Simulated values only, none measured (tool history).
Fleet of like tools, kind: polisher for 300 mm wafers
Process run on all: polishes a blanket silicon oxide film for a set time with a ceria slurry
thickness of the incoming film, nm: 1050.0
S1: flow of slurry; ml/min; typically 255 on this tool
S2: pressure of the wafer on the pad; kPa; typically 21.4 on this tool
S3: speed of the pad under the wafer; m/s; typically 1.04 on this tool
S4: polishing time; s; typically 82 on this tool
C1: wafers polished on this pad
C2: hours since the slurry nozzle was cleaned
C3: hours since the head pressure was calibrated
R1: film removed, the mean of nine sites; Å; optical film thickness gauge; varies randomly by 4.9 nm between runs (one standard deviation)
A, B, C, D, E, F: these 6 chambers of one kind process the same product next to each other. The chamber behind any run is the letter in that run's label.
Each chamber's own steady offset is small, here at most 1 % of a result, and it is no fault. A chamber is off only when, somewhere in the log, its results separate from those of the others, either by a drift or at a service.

-- day=0.396 chamber F: worn pad replaced by a new one
run 1F day=0.408 | S1=255 S2=21.4 S3=1.04 S4=82 | C1=5 C2=269.2 C3=688.1 | R1=4187.3
run 2E day=0.800 | S1=255 S2=21.4 S3=1.04 S4=82 | C1=799 C2=842.3 C3=619.7 | R1=4242.0
-- day=0.888 chamber A: head pressure recalibrated
-- day=0.946 chamber F: slurry nozzle cleaned
run 3C day=0.988 | S1=255 S2=21.4 S3=1.04 S4=82 | C1=676 C2=192.8 C3=667.1 | R1=4196.5
-- day=1.038 chamber B: worn pad replaced by a new one
-- day=1.229 chamber E: worn pad replaced by a new one
run 4B day=1.283 | S1=255 S2=21.4 S3=1.04 S4=82 | C1=87 C2=108.3 C3=600.1 | R1=4208.2
-- day=1.538 chamber A: worn pad replaced by a new one
-- day=1.583 chamber D: worn pad replaced by a new one
run 5A day=1.654 | S1=255 S2=21.4 S3=1.04 S4=82 | C1=42 C2=177.5 C3=18.5 | R1=4166.1
-- day=1.838 chamber E: slurry nozzle cleaned
run 6D day=1.888 | S1=255 S2=21.4 S3=1.04 S4=82 | C1=106 C2=375.7 C3=446.8 | R1=4240.5
-- day=2.071 chamber D: head pressure recalibrated
run 7E day=2.221 | S1=255 S2=21.4 S3=1.04 S4=82 | C1=349 C2=9.3 C3=653.8 | R1=4236.9
run 8A day=2.479 | S1=255 S2=16.5 S3=1.04 S4=66 | C1=331 C2=197.3 C3=38.3 | R1=2583.4
run 9B day=2.812 | S1=255 S2=16.5 S3=1.04 S4=66 | C1=624 C2=145.0 C3=636.8 | R1=2603.2
run 10D day=3.225 | S1=255 S2=16.5 S3=1.04 S4=66 | C1=576 C2=407.8 C3=27.7 | R1=2677.9
-- day=3.358 chamber F: worn pad replaced by a new one
run 11C day=3.592 | S1=255 S2=16.5 S3=1.04 S4=66 | C1=1590 C2=255.3 C3=729.6 | R1=2641.4
run 12F day=3.821 | S1=255 S2=16.5 S3=1.04 S4=66 | C1=162 C2=69.0 C3=770.0 | R1=2645.3
-- day=3.938 chamber B: worn pad replaced by a new one
run 13A day=4.029 | S1=255 S2=16.5 S3=1.04 S4=66 | C1=875 C2=234.5 C3=75.5 | R1=2591.2
-- day=4.058 chamber E: worn pad replaced by a new one
-- day=4.279 chamber A: worn pad replaced by a new one
run 14C day=4.412 | S1=195 S2=21.4 S3=1.04 S4=82 | C1=1878 C2=275.0 C3=749.3 | R1=4070.7
run 15D day=4.675 | S1=195 S2=21.4 S3=1.04 S4=82 | C1=1085 C2=442.6 C3=62.5 | R1=4084.8
run 16E day=5.062 | S1=195 S2=21.4 S3=1.04 S4=82 | C1=353 C2=77.5 C3=722.0 | R1=4130.6
run 17B day=5.354 | S1=195 S2=21.4 S3=1.04 S4=82 | C1=498 C2=206.0 C3=697.8 | R1=4149.2
-- day=5.492 chamber D: worn pad replaced by a new one
run 18F day=5.712 | S1=195 S2=21.4 S3=1.04 S4=82 | C1=826 C2=114.4 C3=815.4 | R1=4097.2
run 19B day=5.967 | S1=195 S2=21.4 S3=1.04 S4=82 | C1=713 C2=220.7 C3=712.5 | R1=4173.5
-- day=6.133 chamber B: worn pad replaced by a new one
run 20A day=6.379 | S1=255 S2=21.4 S3=1.04 S4=82 | C1=738 C2=290.9 C3=131.9 | R1=4106.5
-- day=6.496 chamber E: worn pad replaced by a new one
-- day=6.638 chamber A: worn pad replaced by a new one
run 21C day=6.642 | S1=255 S2=21.4 S3=1.04 S4=82 | C1=2661 C2=328.5 C3=802.8 | R1=4197.7
-- day=6.662 chamber F: worn pad replaced by a new one
run 22F day=6.971 | S1=255 S2=21.4 S3=1.04 S4=82 | C1=108 C2=144.6 C3=845.6 | R1=4169.6
-- day=7.221 chamber C: head pressure recalibrated
run 23E day=7.388 | S1=255 S2=21.4 S3=1.04 S4=82 | C1=313 C2=133.3 C3=777.8 | R1=4251.2
run 24D day=7.671 | S1=255 S2=21.4 S3=1.04 S4=82 | C1=765 C2=514.5 C3=134.4 | R1=4112.2
run 25D day=7.904 | S1=255 S2=21.4 S3=1.04 S4=82 | C1=847 C2=520.1 C3=140.0 | R1=4198.0
run 26C day=8.117 | S1=255 S2=21.4 S3=1.04 S4=82 | C1=3179 C2=363.9 C3=21.6 | R1=4071.8
run 27A day=8.400 | S1=255 S2=21.4 S3=1.04 S4=82 | C1=619 C2=339.4 C3=180.4 | R1=4213.8
run 28B day=8.608 | S1=255 S2=21.4 S3=1.04 S4=82 | C1=870 C2=284.1 C3=775.9 | R1=4232.1
-- day=8.896 chamber B: worn pad replaced by a new one
run 29E day=8.908 | S1=255 S2=21.4 S3=1.04 S4=82 | C1=846 C2=169.8 C3=814.3 | R1=4113.3
-- day=8.954 chamber A: worn pad replaced by a new one
-- day=9.179 chamber D: worn pad replaced by a new one
run 30F day=9.204 | S1=255 S2=21.4 S3=1.04 S4=82 | C1=892 C2=198.2 C3=899.2 | R1=4283.4
-- day=9.325 chamber E: worn pad replaced by a new one
run 31C day=9.500 | S1=255 S2=21.4 S3=1.04 S4=82 | C1=3664 C2=397.1 C3=54.8 | R1=4074.9
-- day=9.575 chamber F: worn pad replaced by a new one
run 32E day=9.833 | S1=255 S2=21.4 S3=1.04 S4=82 | C1=179 C2=192.0 C3=836.5 | R1=4167.8
run 33B day=10.033 | S1=255 S2=21.4 S3=1.04 S4=82 | C1=400 C2=318.3 C3=810.1 | R1=4280.0
run 34F day=10.388 | S1=255 S2=21.4 S3=1.04 S4=82 | C1=285 C2=226.6 C3=927.6 | R1=4177.8
-- day=10.679 chamber E: head pressure recalibrated
run 35D day=10.792 | S1=255 S2=21.4 S3=1.04 S4=82 | C1=567 C2=589.4 C3=209.3 | R1=4162.5
run 36A day=10.979 | S1=255 S2=21.4 S3=1.04 S4=82 | C1=711 C2=401.3 C3=242.3 | R1=4225.6
run 37F day=11.271 | S1=255 S2=21.4 S3=1.04 S4=82 | C1=595 C2=247.8 C3=948.8 | R1=4204.4
-- day=11.338 chamber B: worn pad replaced by a new one
-- day=11.462 chamber A: worn pad replaced by a new one
-- day=11.617 chamber E: worn pad replaced by a new one
run 38A day=11.617 | S1=255 S2=21.4 S3=1.04 S4=82 | C1=55 C2=416.6 C3=257.6 | R1=4108.8
run 39B day=11.950 | S1=255 S2=21.4 S3=1.04 S4=82 | C1=215 C2=364.3 C3=856.1 | R1=4135.2
run 40C day=12.375 | S1=255 S2=21.4 S3=1.04 S4=82 | C1=4673 C2=466.1 C3=123.8 | R1=3909.0
run 41E day=12.767 | S1=255 S2=21.4 S3=1.04 S4=82 | C1=404 C2=262.4 C3=50.1 | R1=4258.3

Next, every chamber runs the same settings. What will each give?
run 42A day=13.075 | S1=255 S2=21.4 S3=1.04 S4=62 | R1=?
run 42B day=13.075 | S1=255 S2=21.4 S3=1.04 S4=62 | R1=?
run 42C day=13.075 | S1=255 S2=21.4 S3=1.04 S4=62 | R1=?
run 42D day=13.075 | S1=255 S2=21.4 S3=1.04 S4=62 | R1=?
run 42E day=13.075 | S1=255 S2=21.4 S3=1.04 S4=62 | R1=?
run 42F day=13.075 | S1=255 S2=21.4 S3=1.04 S4=62 | R1=?

run=42A R1=3106.0
run=42B R1=3215.3
run=42C R1=3019.1
run=42D R1=3210.5
run=42E R1=3260.2
run=42F R1=3161.4
